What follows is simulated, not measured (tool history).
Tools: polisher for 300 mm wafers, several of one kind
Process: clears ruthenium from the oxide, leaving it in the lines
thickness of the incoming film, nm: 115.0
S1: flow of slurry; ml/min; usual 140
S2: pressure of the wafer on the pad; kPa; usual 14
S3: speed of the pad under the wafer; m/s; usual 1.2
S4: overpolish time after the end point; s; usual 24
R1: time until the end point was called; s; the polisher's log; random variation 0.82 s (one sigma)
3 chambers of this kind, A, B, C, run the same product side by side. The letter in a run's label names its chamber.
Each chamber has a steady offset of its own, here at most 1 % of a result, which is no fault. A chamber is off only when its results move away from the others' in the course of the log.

run,hour,S1,S2,S3,S4,R1
1C,6.7,140,14,1.2,24,91.820
2A,12.4,140,14,1.2,24,92.156
# hour 12.6: chamber C: worn pad replaced by a new one
# hour 16.1: chamber A: head pressure recalibrated
3B,18.9,140,14,1.2,24,90.281
# hour 22.2: chamber B: head pressure recalibrated
4A,23.3,140,14,1.2,24,91.921
5B,28.9,175,14,1.2,24,87.135
6C,34.0,175,14,1.2,24,88.949
7C,39.0,175,14,1.2,24,87.254
8B,44.1,140,14,1.2,24,90.801
9A,48.4,140,14,1.2,24,92.287
10A,52.6,140,14,1.2,24,90.571
# hour 56.7: chamber C: head pressure recalibrated
11B,58.5,140,14,0.9,10,120.090
12C,62.9,140,14,0.9,10,134.450
13C,67.6,140,14,0.9,10,135.380
# hour 68.6: chamber B: worn pad replaced by a new one
14A,71.0,140,14,1.2,24,90.632
15B,74.4,140,14,1.2,24,89.615
16C,80.6,140,14,1.2,24,102.240
17B,87.7,140,14,1.2,24,91.639
18A,91.8,140,14,0.9,30,121.250
19A,95.0,140,14,0.9,30,122.170
20C,99.6,140,14,0.9,30,134.580

Next, every chamber runs the same settings. What will each give?
21A,104.7,175,14,1.2,24,?
21B,104.7,175,14,1.2,24,?
21C,104.7,175,14,1.2,24,?

run,R1
21A,89.221
21B,87.953
21C,98.952

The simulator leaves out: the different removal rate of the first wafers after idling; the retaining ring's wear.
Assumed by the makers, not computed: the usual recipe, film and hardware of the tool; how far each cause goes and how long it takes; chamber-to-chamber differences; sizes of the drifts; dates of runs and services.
